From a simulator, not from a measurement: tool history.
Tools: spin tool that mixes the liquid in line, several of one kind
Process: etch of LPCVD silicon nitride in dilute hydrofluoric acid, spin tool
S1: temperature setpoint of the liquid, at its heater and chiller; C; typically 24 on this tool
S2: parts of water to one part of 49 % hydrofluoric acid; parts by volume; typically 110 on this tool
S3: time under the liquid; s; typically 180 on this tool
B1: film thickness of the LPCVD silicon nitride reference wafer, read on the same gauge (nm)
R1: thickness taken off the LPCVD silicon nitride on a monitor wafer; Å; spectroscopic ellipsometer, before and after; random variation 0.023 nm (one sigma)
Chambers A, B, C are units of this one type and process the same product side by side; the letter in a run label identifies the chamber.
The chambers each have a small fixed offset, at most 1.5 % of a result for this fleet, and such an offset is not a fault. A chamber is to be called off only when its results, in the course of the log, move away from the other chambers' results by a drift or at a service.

run	hour	S1	S2	S3	B1	R1
1A	4.1	24	110	180	110.02	8.3270
2B	8.2	24	110	180	109.99	8.5197
3C	12.9	24	110	180	110.00	8.6103
4A	18.0	24	110	180	110.02	8.5041
5B	20.9	24	110	180	110.00	8.7186
6C	25.5	24	110	180	110.00	8.6495
7A	30.7	24	110	180	110.00	9.0093
8B	37.0	24	110	180	110.00	8.4726
9C	40.0	24	110	180	110.00	8.3832
10A	46.3	24	110	180	110.00	8.3229
# hour 48.5: chamber C: thermometer replaced
11B	49.8	24	110	75	110.01	3.5269
12C	54.8	24	110	75	110.00	3.3966
13A	61.1	24	110	75	110.01	3.5222
14C	67.8	24	110	180	110.00	8.5470
15B	71.6	24	110	180	110.00	8.6074
16B	76.3	24	110	180	110.01	8.1797
17A	81.8	24	110	180	109.99	8.2480
18C	87.3	24	110	180	110.00	8.8726
19B	91.0	24	110	180	110.00	8.3326
20A	96.8	24	110	180	110.00	8.2445
21C	100.8	24	110	180	110.02	8.4296
# hour 102.3: chamber C: hydrofluoric acid flow meter replaced
22A	107.0	24	155	180	109.99	6.1719
23C	110.7	24	155	180	109.98	6.3233
24B	113.8	24	155	180	109.99	6.0125
25C	118.7	19	110	140	110.02	4.6197
26B	123.4	19	110	140	110.00	4.6506
27A	128.9	19	110	140	110.00	4.8257
28C	131.8	24	110	180	110.00	8.4524
29B	136.6	24	85	180	110.01	10.2940
30A	140.7	24	85	180	110.00	10.7620
31A	147.0	24	85	180	109.99	10.9040
32B	151.8	24	110	180	110.01	8.4439
33C	155.5	24	110	180	110.01	8.3094
34B	160.0	24	110	180	109.99	8.0667
35A	166.6	24	110	180	110.02	8.2477
36C	172.7	24	110	180	110.00	8.3709
37C	178.9	24	65	85	110.00	6.6505

Next, all 3 chambers run the settings below, one line each with question marks for the results. What does each chamber give?
38A	183.7	24	110	180		?
38B	183.7	24	110	180		?
38C	183.7	24	110	180		?

run	R1
38A	8.7267
38B	8.5142
38C	8.1868
